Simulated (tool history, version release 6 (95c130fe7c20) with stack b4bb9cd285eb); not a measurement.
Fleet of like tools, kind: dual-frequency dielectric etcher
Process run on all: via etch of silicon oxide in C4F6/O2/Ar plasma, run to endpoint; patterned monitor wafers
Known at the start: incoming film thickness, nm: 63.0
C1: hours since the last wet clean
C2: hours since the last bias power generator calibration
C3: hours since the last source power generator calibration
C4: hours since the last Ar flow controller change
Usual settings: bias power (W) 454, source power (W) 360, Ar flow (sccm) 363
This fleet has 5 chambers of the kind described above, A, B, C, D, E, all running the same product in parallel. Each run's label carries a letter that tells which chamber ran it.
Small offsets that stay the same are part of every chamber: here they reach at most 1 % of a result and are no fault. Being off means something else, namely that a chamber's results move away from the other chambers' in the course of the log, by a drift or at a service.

Run 1A, hour 10.3: usual settings; C1 415.1; C2 566.7; C3 4792.8; C4 5820.9. Result: endpoint time (s) 15.46.
Run 2E, hour 20.9: usual settings; C1 150.3; C2 3015; C3 1969.4; C4 2361.3. Result: endpoint time (s) 15.462.
Run 3B, hour 29.2: usual settings; C1 300.6; C2 4264.8; C3 396.5; C4 235.5. Result: endpoint time (s) 15.445.
Run 4D, hour 37.7: usual settings; C1 379.2; C2 2310.7; C3 1528.1; C4 794.1. Result: endpoint time (s) 15.166.
Run 5C, hour 47.7: usual settings; C1 446.3; C2 1818.6; C3 123.9; C4 3339.2. Result: endpoint time (s) 15.323.
At hour 51.9: chamber C: wet clean of the chamber.
Run 6A, hour 60.9: usual settings but bias power (W) 350; C1 465.7; C2 617.3; C3 4843.4; C4 5871.5. Result: endpoint time (s) 17.113.
Run 7B, hour 68.3: usual settings but bias power (W) 350; C1 339.7; C2 4303.9; C3 435.6; C4 274.6. Result: endpoint time (s) 16.882.
Run 8C, hour 75.2: usual settings but bias power (W) 350; C1 23.3; C2 1846.1; C3 151.4; C4 3366.7. Result: endpoint time (s) 16.881.
Run 9D, hour 84.7: usual settings but bias power (W) 350; C1 426.2; C2 2357.7; C3 1575.1; C4 841.1. Result: endpoint time (s) 16.636.
Run 10E, hour 91.4: usual settings but bias power (W) 350; C1 220.8; C2 3085.5; C3 2039.9; C4 2431.8. Result: endpoint time (s) 16.909.
Run 11A, hour 99.2: usual settings; C1 504; C2 655.6; C3 4881.7; C4 5909.8. Result: endpoint time (s) 15.323.
Run 12C, hour 107.4: usual settings but bias power (W) 536; C1 55.5; C2 1878.3; C3 183.6; C4 3398.9. Result: endpoint time (s) 14.32.
At hour 107.9: chamber A: wet clean of the chamber.
At hour 108.5: chamber D: wet clean of the chamber.
Run 13B, hour 119.3: usual settings but bias power (W) 536; C1 390.7; C2 4354.9; C3 486.6; C4 325.6. Result: endpoint time (s) 14.429.
Run 14E, hour 131.8: usual settings but bias power (W) 536; C1 261.2; C2 3125.9; C3 2080.3; C4 2472.2. Result: endpoint time (s) 14.618.
Run 15D, hour 140.6: usual settings but bias power (W) 536; C1 32.2; C2 2413.6; C3 1631; C4 897. Result: endpoint time (s) 14.073.
Run 16E, hour 148: usual settings but bias power (W) 536; C1 277.4; C2 3142.1; C3 2096.5; C4 2488.4. Result: endpoint time (s) 14.556.
Run 17D, hour 160.2: usual settings; C1 51.8; C2 2433.2; C3 1650.6; C4 916.6. Result: endpoint time (s) 15.306.
Run 18B, hour 172.2: usual settings; C1 443.6; C2 4407.8; C3 539.5; C4 378.5. Result: endpoint time (s) 15.248.
Run 19C, hour 184.4: usual settings but Ar flow (sccm) 335; C1 132.5; C2 1955.3; C3 260.6; C4 3475.9. Result: endpoint time (s) 15.151.
Run 20A, hour 197.4: usual settings but Ar flow (sccm) 335; C1 89.6; C2 753.8; C3 4979.9; C4 6008. Result: endpoint time (s) 15.191.
Run 21B, hour 209.5: usual settings but Ar flow (sccm) 335; C1 480.9; C2 4445.1; C3 576.8; C4 415.8. Result: endpoint time (s) 15.315.
Run 22A, hour 222.3: usual settings but Ar flow (sccm) 335; C1 114.5; C2 778.7; C3 5004.8; C4 6032.9. Result: endpoint time (s) 15.083.
Run 23D, hour 232.2: usual settings but Ar flow (sccm) 335; C1 123.8; C2 2505.2; C3 1722.6; C4 988.6. Result: endpoint time (s) 14.917.
Run 24C, hour 239.9: usual settings; C1 188; C2 2010.8; C3 316.1; C4 3531.4. Result: endpoint time (s) 15.404.
Run 25E, hour 247.4: usual settings; C1 376.8; C2 3241.5; C3 2195.9; C4 2587.8. Result: endpoint time (s) 15.84.
Run 26B, hour 261.3: usual settings; C1 532.7; C2 4496.9; C3 628.6; C4 467.6. Result: endpoint time (s) 15.426.
Run 27A, hour 269.3: usual settings; C1 161.5; C2 825.7; C3 5051.8; C4 6079.9. Result: endpoint time (s) 15.357.
Run 28E, hour 277.5: usual settings; C1 406.9; C2 3271.6; C3 2226; C4 2617.9. Result: endpoint time (s) 16.109.
At hour 289: chamber A: Ar flow controller replaced.
Run 29C, hour 289.6: usual settings; C1 237.7; C2 2060.5; C3 365.8; C4 3581.1. Result: endpoint time (s) 15.361.
At hour 294: chamber C: bias power generator calibrated.
At hour 294.8: chamber E: source power generator calibrated.
At hour 296.4: chamber A: source power generator calibrated.
Run 30D, hour 298.3: usual settings; C1 189.9; C2 2571.3; C3 1788.7; C4 1054.7. Result: endpoint time (s) 15.255.
Run 31C, hour 310: usual settings; C1 258.1; C2 16; C3 386.2; C4 3601.5. Result: endpoint time (s) 15.273.
Run 32D, hour 317.2: usual settings; C1 208.8; C2 2590.2; C3 1807.6; C4 1073.6. Result: endpoint time (s) 15.233.
Run 33A, hour 326.8: usual settings; C1 219; C2 883.2; C3 30.5; C4 37.9. Result: endpoint time (s) 15.548.
Run 34E, hour 337.4: usual settings; C1 466.8; C2 3331.5; C3 42.7; C4 2677.8. Result: endpoint time (s) 16.055.

All 5 chambers run these settings next. Forecast each chamber's results:
Run 35A, hour 348: usual settings but Ar flow (sccm) 434. Result: endpoint time (s) ?.
Run 35B, hour 348: usual settings but Ar flow (sccm) 434. Result: endpoint time (s) ?.
Run 35C, hour 348: usual settings but Ar flow (sccm) 434. Result: endpoint time (s) ?.
Run 35D, hour 348: usual settings but Ar flow (sccm) 434. Result: endpoint time (s) ?.
Run 35E, hour 348: usual settings but Ar flow (sccm) 434. Result: endpoint time (s) ?.

run  endpoint time (s)
35A             15.817
35B             15.675
35C             15.539
35D             15.546
35E             16.671
